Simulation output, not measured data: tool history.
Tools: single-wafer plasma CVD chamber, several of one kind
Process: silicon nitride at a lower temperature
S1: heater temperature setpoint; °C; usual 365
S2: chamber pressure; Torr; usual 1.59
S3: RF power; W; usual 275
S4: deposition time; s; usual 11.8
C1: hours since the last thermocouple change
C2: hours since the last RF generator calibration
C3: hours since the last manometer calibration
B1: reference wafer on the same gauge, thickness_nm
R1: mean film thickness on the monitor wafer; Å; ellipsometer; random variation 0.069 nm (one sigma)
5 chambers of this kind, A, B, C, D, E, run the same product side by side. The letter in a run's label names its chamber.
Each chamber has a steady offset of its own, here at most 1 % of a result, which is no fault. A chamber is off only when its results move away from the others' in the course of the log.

run   hour   S1    S2   S3    S4      C1     C2      C3      B1      R1
 1C   11.2  365  1.59  275  11.8   732.3  556.1  2280.6  10.590  129.98
 2E   23.7  365  1.59  275  11.8   594.0  673.2  1851.0  10.613  130.54
 3D   32.4  365  1.59  275  11.8  2311.7  431.4   629.5  10.606  130.33
 4A   40.4  365  1.59  275  11.8  1541.5  721.5  2223.9  10.594  132.27
 5B   52.8  365  1.59  275  11.8  1378.0  378.2   171.2  10.595  130.66
 6A   60.8  365  1.59  250  12.9  1561.9  741.9  2244.3  10.610  132.90
 7C   70.5  365  1.59  250  12.9   791.6  615.4  2339.9  10.604  132.54
 8B   81.8  365  1.59  250  12.9  1407.0  407.2   200.2  10.596  133.13
 9D   87.9  365  1.59  250  12.9  2367.2  486.9   685.0  10.595  133.22
10E   98.9  365  1.59  250  12.9   669.2  748.4  1926.2  10.589  134.05
11B  110.0  365  1.59  275  11.8  1435.2  435.4   228.4  10.603  131.46
12E  115.8  365  1.59  275  11.8   686.1  765.3  1943.1  10.618  130.30
     123.1  -- chamber C: capacitance manometer re-zeroed and calibrated
13A  128.5  365  1.59  275  11.8  1629.6  809.6  2312.0  10.592  131.53
14C  136.5  365  1.59  275  11.8   857.6  681.4    13.4  10.578  126.73
15D  147.2  365  1.59  275  11.8  2426.5  546.2   744.3  10.591  129.70
16D  154.0  365  1.59  275  11.8  2433.3  553.0   751.1  10.610  129.96
17C  163.2  365  1.59  275  11.8   884.3  708.1    40.1  10.602  128.16
18B  174.2  352  1.59  275  13.6  1499.4  499.6   292.6  10.597  151.35
19A  182.5  352  1.59  275  13.6  1683.6  863.6  2366.0  10.602  150.82
20E  195.6  352  1.59  275  13.6   765.9  845.1  2022.9  10.597  151.87
21E  203.4  352  1.59  275  13.6   773.7  852.9  2030.7  10.591  152.19
22A  211.8  352  1.59  275  13.6  1712.9  892.9  2395.3  10.602  152.22
23B  220.5  365  1.59  275  11.8  1545.7  545.9   338.9  10.591  131.60
24D  228.6  365  1.59  275  11.8  2507.9  627.6   825.7  10.603  129.68
25C  234.9  365  1.59  275  11.8   956.0  779.8   111.8  10.580  126.41
26D  246.3  365  1.59  275  11.8  2525.6  645.3   843.4  10.604  130.54
     251.7  -- chamber A: thermocouple changed; heater temperature recalibrated
27B  253.8  365  1.59  275  11.8  1579.0  579.2   372.2  10.604  131.95
28E  262.3  365  1.27  275  13.6   832.6  911.8  2089.6  10.592  141.10
29A  270.4  365  1.27  275  13.6    18.8  951.5  2453.9  10.587  141.55
30C  281.4  365  1.27  275  13.6  1002.5  826.3   158.3  10.602  135.07
31D  289.3  365  1.27  275  13.6  2568.6  688.3   886.4  10.599  139.06

Next, every chamber runs the same settings. What will each give?
32A  298.7  365  1.59  275  11.8                   ?
32B  298.7  365  1.59  275  11.8                   ?
32C  298.7  365  1.59  275  11.8                   ?
32D  298.7  365  1.59  275  11.8                   ?
32E  298.7  365  1.59  275  11.8                   ?

run      R1
32A  131.66
32B  132.02
32C  123.77
32D  131.02
32E  131.13
